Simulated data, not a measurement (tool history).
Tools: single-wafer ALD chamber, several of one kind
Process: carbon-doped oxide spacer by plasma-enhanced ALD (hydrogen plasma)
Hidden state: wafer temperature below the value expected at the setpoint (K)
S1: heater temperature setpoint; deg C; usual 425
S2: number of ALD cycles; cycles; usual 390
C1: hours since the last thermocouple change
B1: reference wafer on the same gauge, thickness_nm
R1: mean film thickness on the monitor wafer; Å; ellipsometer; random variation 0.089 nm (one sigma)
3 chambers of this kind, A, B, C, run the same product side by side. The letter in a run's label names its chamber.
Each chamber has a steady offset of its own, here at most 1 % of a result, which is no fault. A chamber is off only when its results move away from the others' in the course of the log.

Run 1B, hour 3.9: usual settings; C1 845.4; B1 16.714. Result: R1 181.86 Å.
Run 2A, hour 12.1: usual settings; C1 144.0; B1 16.680. Result: R1 178.27 Å.
Run 3C, hour 19.8: usual settings; C1 1048.4; B1 16.689. Result: R1 179.37 Å.
Run 4C, hour 27.5: usual settings; C1 1056.1; B1 16.712. Result: R1 178.62 Å.
Run 5B, hour 34.5: usual settings; C1 876.0; B1 16.696. Result: R1 179.67 Å.
Run 6A, hour 41.6: usual settings; C1 173.5; B1 16.694. Result: R1 181.55 Å.
Run 7C, hour 47.5: usual settings; C1 1076.1; B1 16.685. Result: R1 178.98 Å.
Run 8B, hour 54.4: usual settings; C1 895.9; B1 16.696. Result: R1 180.92 Å.
Run 9A, hour 60.2: usual settings; C1 192.1; B1 16.702. Result: R1 180.38 Å.
Run 10A, hour 69.1: usual settings but S1 417 deg C; C1 201.0; B1 16.717. Result: R1 183.88 Å.
Run 11C, hour 74.6: usual settings but S1 417 deg C; C1 1103.2; B1 16.707. Result: R1 183.60 Å.
Run 12B, hour 82.0: usual settings but S1 417 deg C; C1 923.5; B1 16.700. Result: R1 187.51 Å.
Run 13A, hour 86.6: usual settings; C1 218.5; B1 16.733. Result: R1 181.18 Å.
Run 14B, hour 91.9: usual settings; C1 933.4; B1 16.718. Result: R1 181.23 Å.
Run 15C, hour 96.6: usual settings; C1 1125.2; B1 16.714. Result: R1 178.81 Å.
At hour 104.8: chamber B: thermocouple changed; heater temperature recalibrated.
Run 16C, hour 105.2: usual settings; C1 1133.8; B1 16.709. Result: R1 178.58 Å.
Run 17A, hour 110.4: usual settings; C1 242.3; B1 16.703. Result: R1 180.54 Å.
Run 18B, hour 117.2: usual settings; C1 12.4; B1 16.685. Result: R1 181.74 Å.
Run 19B, hour 121.3: usual settings; C1 16.5; B1 16.693. Result: R1 180.46 Å.
Run 20A, hour 126.8: usual settings; C1 258.7; B1 16.686. Result: R1 180.07 Å.
Run 21C, hour 134.0: usual settings; C1 1162.6; B1 16.717. Result: R1 179.18 Å.
Run 22C, hour 139.7: usual settings but S1 433 deg C; C1 1168.3; B1 16.711. Result: R1 174.83 Å.
Run 23B, hour 144.4: usual settings but S1 433 deg C; C1 39.6; B1 16.715. Result: R1 176.92 Å.
Run 24A, hour 152.1: usual settings but S1 433 deg C; C1 284.0; B1 16.682. Result: R1 175.19 Å.
Run 25C, hour 160.0: usual settings; C1 1188.6; B1 16.678. Result: R1 178.85 Å.
Run 26B, hour 164.5: usual settings; C1 59.7; B1 16.706. Result: R1 182.11 Å.
Run 27A, hour 173.3: usual settings; C1 305.2; B1 16.697. Result: R1 177.89 Å.
Run 28B, hour 177.3: usual settings; C1 72.5; B1 16.716. Result: R1 182.37 Å.
Run 29A, hour 183.4: usual settings; C1 315.3; B1 16.702. Result: R1 179.74 Å.
Run 30C, hour 190.7: usual settings; C1 1219.3; B1 16.694. Result: R1 179.67 Å.
Run 31C, hour 199.4: usual settings but S1 429 deg C; C1 1228.0; B1 16.686. Result: R1 174.91 Å.
Run 32A, hour 207.5: usual settings but S1 429 deg C; C1 339.4; B1 16.696. Result: R1 177.55 Å.
Run 33B, hour 212.7: usual settings but S1 429 deg C; C1 107.9; B1 16.692. Result: R1 179.37 Å.
Run 34B, hour 216.7: usual settings; C1 111.9; B1 16.708. Result: R1 180.05 Å.
Run 35A, hour 221.4: usual settings; C1 353.3; B1 16.690. Result: R1 179.07 Å.
Run 36C, hour 230.0: usual settings; C1 1258.6; B1 16.700. Result: R1 180.04 Å.
Run 37A, hour 234.4: usual settings; C1 366.3; B1 16.721. Result: R1 179.30 Å.
Run 38C, hour 241.8: usual settings; C1 1270.4; B1 16.700. Result: R1 179.11 Å.

What goes on in this fleet: one chamber off, a drifting gauge, or nothing beyond the chambers' own small offsets? Name the chamber and the cause, if any.

No chamber stands off beyond its own small offset, and the gauge holds steady.

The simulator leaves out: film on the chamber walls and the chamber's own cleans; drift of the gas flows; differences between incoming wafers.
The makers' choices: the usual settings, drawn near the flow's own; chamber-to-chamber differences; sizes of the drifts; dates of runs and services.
